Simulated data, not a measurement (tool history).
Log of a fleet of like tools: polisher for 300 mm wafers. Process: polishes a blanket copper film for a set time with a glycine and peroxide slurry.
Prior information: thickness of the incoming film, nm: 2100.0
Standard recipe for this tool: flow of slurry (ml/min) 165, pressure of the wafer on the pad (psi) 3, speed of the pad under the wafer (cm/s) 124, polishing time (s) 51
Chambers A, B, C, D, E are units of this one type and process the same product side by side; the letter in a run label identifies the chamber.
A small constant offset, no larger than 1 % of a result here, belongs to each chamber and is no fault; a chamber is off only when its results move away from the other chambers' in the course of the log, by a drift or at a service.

| run | day | flow of slurry (ml/min) | pressure of the wafer on the pad (psi) | speed of the pad under the wafer (cm/s) | polishing time (s) | film removed (nm) |
|---|---|---|---|---|---|---|
|  | 0.05 | chamber C: worn pad replaced by a new one |
|  | 0.288 | chamber A: worn pad replaced by a new one |
| 1B | 0.392 | 165 | 3 | 124 | 51 | 351.38 |
| 2C | 0.675 | 165 | 3 | 124 | 51 | 351.4 |
| 3E | 1.175 | 165 | 3 | 124 | 51 | 350.56 |
| 4D | 1.446 | 165 | 3 | 124 | 51 | 350.96 |
|  | 1.65 | chamber B: worn pad replaced by a new one |
|  | 1.875 | chamber D: worn pad replaced by a new one |
| 5A | 1.929 | 165 | 3 | 124 | 51 | 343.48 |
| 6E | 2.383 | 165 | 3 | 140 | 51 | 389.01 |
|  | 2.392 | chamber E: worn pad replaced by a new one |
| 7D | 2.621 | 165 | 3 | 140 | 51 | 390.03 |
|  | 2.679 | chamber C: worn pad replaced by a new one |
| 8C | 2.862 | 165 | 3 | 140 | 51 | 387.8 |
| 9A | 3.254 | 165 | 3 | 140 | 51 | 377.61 |
|  | 3.392 | chamber A: slurry nozzle cleaned |
| 10B | 3.712 | 165 | 3 | 140 | 51 | 389.03 |
|  | 3.9 | chamber A: worn pad replaced by a new one |
| 11A | 3.983 | 165 | 3 | 124 | 51 | 342.47 |
|  | 3.992 | chamber B: worn pad replaced by a new one |
| 12E | 4.412 | 165 | 3 | 124 | 51 | 351.12 |
|  | 4.483 | chamber D: worn pad replaced by a new one |
| 13B | 4.858 | 165 | 3 | 124 | 51 | 344.97 |
|  | 4.988 | chamber C: worn pad replaced by a new one |
| 14C | 5.288 | 165 | 3 | 124 | 51 | 348.31 |
| 15D | 5.6 | 165 | 2.4 | 124 | 36 | 203.24 |
|  | 5.696 | chamber E: head pressure recalibrated |
|  | 5.75 | chamber D: slurry nozzle cleaned |
|  | 5.817 | chamber E: worn pad replaced by a new one |
| 16E | 5.983 | 165 | 2.4 | 124 | 36 | 203.94 |
|  | 6.462 | chamber B: worn pad replaced by a new one |
| 17C | 6.488 | 165 | 2.4 | 124 | 36 | 204.23 |
| 18A | 6.875 | 165 | 2.4 | 124 | 36 | 194.01 |
|  | 7.004 | chamber D: worn pad replaced by a new one |
| 19B | 7.292 | 165 | 2.4 | 124 | 36 | 201.61 |
|  | 7.404 | chamber C: worn pad replaced by a new one |
|  | 7.679 | chamber A: worn pad replaced by a new one |
| 20D | 7.725 | 165 | 3 | 124 | 51 | 347.12 |
| 21A | 8.058 | 165 | 2.3 | 124 | 51 | 264.16 |
| 22E | 8.533 | 165 | 2.3 | 124 | 51 | 276.74 |
|  | 8.8 | chamber B: worn pad replaced by a new one |
| 23D | 8.871 | 165 | 2.3 | 124 | 51 | 279.36 |
|  | 8.917 | chamber B: slurry nozzle cleaned |
|  | 9.054 | chamber D: worn pad replaced by a new one |
|  | 9.221 | chamber E: worn pad replaced by a new one |
| 24B | 9.221 | 165 | 2.3 | 124 | 51 | 275.58 |
| 25C | 9.488 | 165 | 2.3 | 124 | 51 | 281.05 |
|  | 9.746 | chamber C: worn pad replaced by a new one |
| 26A | 9.929 | 165 | 3 | 124 | 51 | 323.97 |
| 27D | 10.346 | 165 | 3 | 150 | 51 | 413.53 |
| 28C | 10.667 | 165 | 3 | 150 | 51 | 408.86 |
| 29E | 11.096 | 165 | 3 | 150 | 51 | 408.88 |
|  | 11.333 | chamber B: worn pad replaced by a new one |
| 30B | 11.438 | 165 | 3 | 150 | 51 | 411.06 |

Decide between three cases: one chamber stands off from its peers, the gauge reading all wafers drifts, or nothing is wrong past each chamber's small offset. Where a chamber is off, say which and what most likely put it there.

Chamber A drifts away from the others.
Cause: head's pressure below its setpoint, % = 8.66.

Here are 4 candidates for chamber A's next run, each the usual settings with a change, their results left as question marks. Which one brings its results back in line with what the others give on the usual settings?
Maximum distance from the other chambers' mean on the usual settings for a result to count as in line: film removed (nm) 7.5
| 31A-1 | 11.817 | 165 | 3 | 112 | 51 | ? |
| 31A-2 | 11.817 | 160 | 2.8 | 114 | 51 | ? |
| 31A-3 | 11.817 | 165 | 3 | 134 | 55 | ? |
| 31A-4 | 11.817 | 165 | 3.1 | 124 | 54 | ? |

What the other chambers average on the usual settings: film removed (nm) 348.96
| run | film removed (nm) |
|---|---|
| 31A-1 | 291.48 |
| 31A-2 | 277.68 |
| 31A-3 | 366.76 |
| 31A-4 | 346.4 |
31A-4 is the one that brings the chamber's results back in line with the other chambers.
